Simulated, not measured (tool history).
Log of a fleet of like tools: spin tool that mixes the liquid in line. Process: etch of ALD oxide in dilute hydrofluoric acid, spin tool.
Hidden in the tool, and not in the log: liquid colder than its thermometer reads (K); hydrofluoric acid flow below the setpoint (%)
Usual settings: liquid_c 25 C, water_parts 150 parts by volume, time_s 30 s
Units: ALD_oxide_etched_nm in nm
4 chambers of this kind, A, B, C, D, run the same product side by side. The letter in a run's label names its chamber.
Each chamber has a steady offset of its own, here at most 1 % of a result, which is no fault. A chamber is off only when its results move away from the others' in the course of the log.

| run | hour | liquid_c | water_parts | time_s | hours since the thermometer was replaced | hours since the hydrofluoric acid flow meter was replaced | read-back film thickness of the ALD oxide reference wafer, read on the same gauge (nm) | ALD_oxide_etched_nm |
|---|---|---|---|---|---|---|---|---|
| 1C | 7.7 | 25 | 150 | 30 | 1132.3 | 1501.2 | 110.02 | 5.2721 |
| 2A | 13.2 | 25 | 150 | 30 | 1112.2 | 149.7 | 109.99 | 5.2174 |
| 3B | 19.8 | 25 | 150 | 30 | 1705.3 | 652.1 | 110 | 5.3197 |
| 4D | 25.6 | 25 | 150 | 30 | 480.7 | 142.8 | 109.99 | 5.2 |
| 5A | 33.4 | 20.5 | 150 | 30 | 1132.4 | 169.9 | 110 | 4.5027 |
| 6B | 42 | 20.5 | 150 | 30 | 1727.5 | 674.3 | 110.01 | 4.3872 |
| 7D | 50 | 20.5 | 150 | 30 | 505.1 | 167.2 | 109.98 | 4.3997 |
| 8C | 56.5 | 20.5 | 150 | 30 | 1181.1 | 1550 | 109.99 | 4.3907 |
| 9D | 63.7 | 25 | 150 | 30 | 518.8 | 180.9 | 109.99 | 5.1676 |
| 10B | 72.3 | 25 | 150 | 30 | 1757.8 | 704.6 | 110.01 | 5.2948 |
|  | 79.1 | chamber B: hydrofluoric acid flow meter replaced |
| 11A | 79.8 | 25 | 150 | 30 | 1178.8 | 216.3 | 110.01 | 5.2164 |
| 12C | 87.5 | 25 | 150 | 30 | 1212.1 | 1581 | 110 | 5.2598 |
| 13A | 95.3 | 25 | 150 | 30 | 1194.3 | 231.8 | 110.02 | 5.2544 |
| 14B | 101.9 | 25 | 150 | 30 | 1787.4 | 22.8 | 110 | 5.167 |
|  | 102.5 | chamber C: hydrofluoric acid flow meter replaced |
| 15C | 110.1 | 25 | 150 | 30 | 1234.7 | 7.7 | 110.03 | 5.2858 |
| 16D | 114.5 | 25 | 150 | 30 | 569.6 | 231.7 | 109.98 | 5.213 |
| 17A | 123.2 | 25 | 150 | 30 | 1222.2 | 259.7 | 110.02 | 5.2373 |
| 18D | 131 | 25 | 150 | 30 | 586.1 | 248.2 | 110.01 | 5.2815 |
| 19C | 136.6 | 25 | 150 | 30 | 1261.2 | 34.2 | 110.02 | 5.2596 |
| 20B | 142.4 | 25 | 150 | 30 | 1827.9 | 63.3 | 110 | 5.05 |
| 21D | 149.5 | 25 | 150 | 30 | 604.6 | 266.7 | 110 | 5.2357 |
| 22B | 157.1 | 25 | 150 | 30 | 1842.6 | 78 | 110 | 4.9938 |
| 23A | 166.2 | 25 | 150 | 30 | 1265.2 | 302.7 | 109.99 | 5.1862 |
| 24C | 170.6 | 25 | 150 | 30 | 1295.2 | 68.2 | 109.99 | 5.2398 |

Is one chamber off against the others, does the gauge drift, or is nothing wrong? If a chamber is off, say which, and what the likeliest cause is.

Chamber B drifts away from the others.
Cause: liquid colder than its thermometer reads (K) = 1.84.

Here are 4 candidates for chamber B's next run, each the usual settings with a change, their results left as question marks. Which one brings its results back in line with what the others give on the usual settings?
In line means no further than this from the other chambers' mean on the usual settings: ALD_oxide_etched_nm 0.14 nm
| 25B-1 | 177.1 | 23.5 | 150 | 30 |  |  |  | ? |
| 25B-2 | 177.1 | 26.5 | 150 | 30 |  |  |  | ? |
| 25B-3 | 177.1 | 25.5 | 150 | 30 |  |  |  | ? |
| 25B-4 | 177.1 | 24.5 | 150 | 30 |  |  |  | ? |

The other chambers' mean on the usual settings: ALD_oxide_etched_nm 5.2497 nm
| run | ALD_oxide_etched_nm |
|---|---|
| 25B-1 | 4.6505 |
| 25B-2 | 5.2309 |
| 25B-3 | 5.0312 |
| 25B-4 | 4.839 |
25B-2 brings the chamber back in line.

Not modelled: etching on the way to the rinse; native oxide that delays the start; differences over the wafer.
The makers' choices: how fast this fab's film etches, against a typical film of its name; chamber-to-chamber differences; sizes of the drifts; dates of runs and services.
